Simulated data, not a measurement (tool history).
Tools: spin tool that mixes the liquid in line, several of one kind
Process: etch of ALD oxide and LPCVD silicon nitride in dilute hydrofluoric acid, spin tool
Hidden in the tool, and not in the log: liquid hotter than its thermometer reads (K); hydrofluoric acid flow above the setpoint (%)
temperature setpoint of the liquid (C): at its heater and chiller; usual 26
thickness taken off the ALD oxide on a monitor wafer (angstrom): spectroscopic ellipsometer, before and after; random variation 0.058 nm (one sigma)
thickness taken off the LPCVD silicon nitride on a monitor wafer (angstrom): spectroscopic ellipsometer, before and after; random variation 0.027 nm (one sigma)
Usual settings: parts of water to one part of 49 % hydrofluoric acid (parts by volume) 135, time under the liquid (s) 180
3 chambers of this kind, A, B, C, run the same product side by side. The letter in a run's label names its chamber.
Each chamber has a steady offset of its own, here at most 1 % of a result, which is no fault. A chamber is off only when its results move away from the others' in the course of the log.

run   hour  temperature setpoint of the liquid (C)  parts of water to one part of 49 % hydrofluoric acid (parts by volume)  time under the liquid (s)  hours since the thermometer was replaced  hours since the hydrofluoric acid flow meter was replaced  read-back film thickness of the ALD oxide reference wafer, read on the same gauge (nm)  read-back film thickness of the LPCVD silicon nitride reference wafer, read on the same gauge (nm)  thickness taken off the ALD oxide on a monitor wafer (angstrom)  thickness taken off the LPCVD silicon nitride on a monitor wafer (angstrom)
 1C    6.9                                      26                                                                     135                        180                                    1417.6                                                      958.4                                                                                  30.058                                                                                              69.949                                                           181.51                                                                       7.3417
 2B   12.9                                      26                                                                     135                        180                                    1400.1                                                      605.9                                                                                  30.027                                                                                              70.027                                                           181.53                                                                       7.2316
 3A   21.1                                      26                                                                     135                        180                                    1014.7                                                      955.6                                                                                  29.994                                                                                              69.983                                                           180.64                                                                       6.7664
 4B   28.3                                      26                                                                     135                        180                                    1415.5                                                      621.3                                                                                  29.978                                                                                              70.014                                                           181.77                                                                       7.0865
 5C     34                                      26                                                                     135                        180                                    1444.7                                                      985.5                                                                                  30.036                                                                                              70.022                                                           180.72                                                                       7.7147
 6A   42.9                                      26                                                                     135                        180                                    1036.5                                                      977.4                                                                                  30.031                                                                                              69.994                                                           181.15                                                                       7.4705
 7C   49.4                                      26                                                                     135                        180                                    1460.1                                                     1000.9                                                                                      30                                                                                              69.976                                                           182.14                                                                       7.0782
 8B   57.6                                      26                                                                     135                        180                                    1444.8                                                      650.6                                                                                  30.004                                                                                              70.032                                                           181.35                                                                       7.1685
      61.3  -- chamber A: thermometer replaced
 9A   67.6                                      26                                                                     135                        180                                       6.4                                                     1002.1                                                                                  29.964                                                                                              70.036                                                           181.57                                                                       7.2615
10C   76.3                                      26                                                                     135                        180                                      1487                                                     1027.8                                                                                  29.955                                                                                              69.997                                                           180.89                                                                       7.1257
11A   81.6                                      26                                                                     135                        180                                      20.4                                                     1016.1                                                                                  30.023                                                                                              69.994                                                           180.97                                                                        6.968
12B   90.1                                      26                                                                     135                        180                                    1477.3                                                      683.1                                                                                  29.985                                                                                              69.965                                                           180.96                                                                       7.4868
13A   97.5                                      26                                                                     135                        180                                      36.3                                                       1032                                                                                  30.034                                                                                              70.011                                                           182.04                                                                       7.2043
14C  105.2                                      26                                                                     135                        180                                    1515.9                                                     1056.7                                                                                  29.991                                                                                              70.007                                                           181.61                                                                       7.6911
15B  109.8                                      26                                                                     135                        180                                      1497                                                      702.8                                                                                  30.012                                                                                                  70                                                           181.88                                                                       7.2247
16A  114.2                                      26                                                                     135                        180                                        53                                                     1048.7                                                                                  29.934                                                                                              70.004                                                           182.06                                                                       7.2696
17B  119.8                                      26                                                                     135                        180                                      1507                                                      712.8                                                                                  29.977                                                                                              69.984                                                            181.5                                                                       6.7931
18C  126.4                                      26                                                                     135                        180                                    1537.1                                                     1077.9                                                                                  29.945                                                                                              70.001                                                            181.3                                                                       6.9704
19B    132                                    22.5                                                                     170                        180                                    1519.2                                                        725                                                                                  30.003                                                                                              69.983                                                            120.5                                                                       4.8447
20C  139.1                                    22.5                                                                     170                        180                                    1549.8                                                     1090.6                                                                                  30.014                                                                                              70.042                                                           120.55                                                                       4.6091
21A  148.9                                    22.5                                                                     170                        180                                      87.7                                                     1083.4                                                                                  30.007                                                                                              69.981                                                           121.09                                                                       4.5333
22C  153.6                                      26                                                                     135                        180                                    1564.3                                                     1105.1                                                                                  29.981                                                                                              70.019                                                           181.48                                                                        7.812
23A  163.2                                      26                                                                     135                        180                                       102                                                     1097.7                                                                                  30.009                                                                                              70.038                                                           181.16                                                                       7.3999
24B  170.6                                      26                                                                     135                        180                                    1557.8                                                      763.6                                                                                   29.96                                                                                              69.986                                                           181.23                                                                       7.3673
     175.8  -- chamber B: thermometer replaced
     177.5  -- chamber A: hydrofluoric acid flow meter replaced
25C    180                                      26                                                                     135                        180                                    1590.7                                                     1131.5                                                                                  29.994                                                                                              69.978                                                           181.74                                                                       7.2499
26B  186.4                                      26                                                                     135                        180                                      10.7                                                      779.4                                                                                  30.051                                                                                              69.979                                                           180.99                                                                        7.281
27A  192.7                                      23                                                                     135                         90                                     131.5                                                       15.3                                                                                  29.986                                                                                              69.994                                                           80.775                                                                        3.118
28A  201.3                                      23                                                                     135                         90                                     140.1                                                       23.9                                                                                  30.017                                                                                              69.962                                                           80.919                                                                       2.9982
29B  210.3                                      23                                                                     135                         90                                      34.6                                                      803.3                                                                                  29.968                                                                                               69.98                                                           80.823                                                                       3.0515
     214.2  -- chamber C: thermometer replaced
30C  214.8                                      26                                                                     135                        180                                       0.6                                                     1166.3                                                                                  30.009                                                                                              70.002                                                           180.85                                                                       6.9264
31A  222.9                                      26                                                                     135                        180                                     161.7                                                       45.5                                                                                  29.995                                                                                              70.036                                                           180.77                                                                        7.192
32C  231.6                                      26                                                                     135                        180                                      17.4                                                     1183.1                                                                                  29.932                                                                                               69.98                                                           181.03                                                                       7.6187
33B  240.7                                      26                                                                     135                        180                                        65                                                      833.7                                                                                  30.038                                                                                              69.973                                                           181.42                                                                       7.2473
34C  246.9                                      26                                                                     135                        180                                      32.7                                                     1198.4                                                                                  29.988                                                                                               69.96                                                           181.85                                                                       6.5564
35A  256.2                                      26                                                                     135                        180                                       195                                                       78.8                                                                                  29.962                                                                                              69.958                                                           181.41                                                                       6.5632
36B  265.5                                      26                                                                     135                        180                                      89.8                                                      858.5                                                                                  29.979                                                                                              70.037                                                           180.61                                                                       6.7657
37A  273.8                                      26                                                                     135                        180                                     212.6                                                       96.4                                                                                  30.034                                                                                              70.007                                                           180.54                                                                       7.2954
38B  278.7                                      26                                                                     135                        180                                       103                                                      871.7                                                                                  29.975                                                                                              70.036                                                           180.57                                                                       7.4225
39C  288.7                                      26                                                                     135                        180                                      74.5                                                     1240.2                                                                                  30.022                                                                                              69.982                                                           181.83                                                                       7.2758

Is one chamber off against the others, does the gauge drift, or is nothing wrong? If a chamber is off, say which, and what the likeliest cause is.

No chamber stands off beyond its own small offset, and the gauge holds steady.

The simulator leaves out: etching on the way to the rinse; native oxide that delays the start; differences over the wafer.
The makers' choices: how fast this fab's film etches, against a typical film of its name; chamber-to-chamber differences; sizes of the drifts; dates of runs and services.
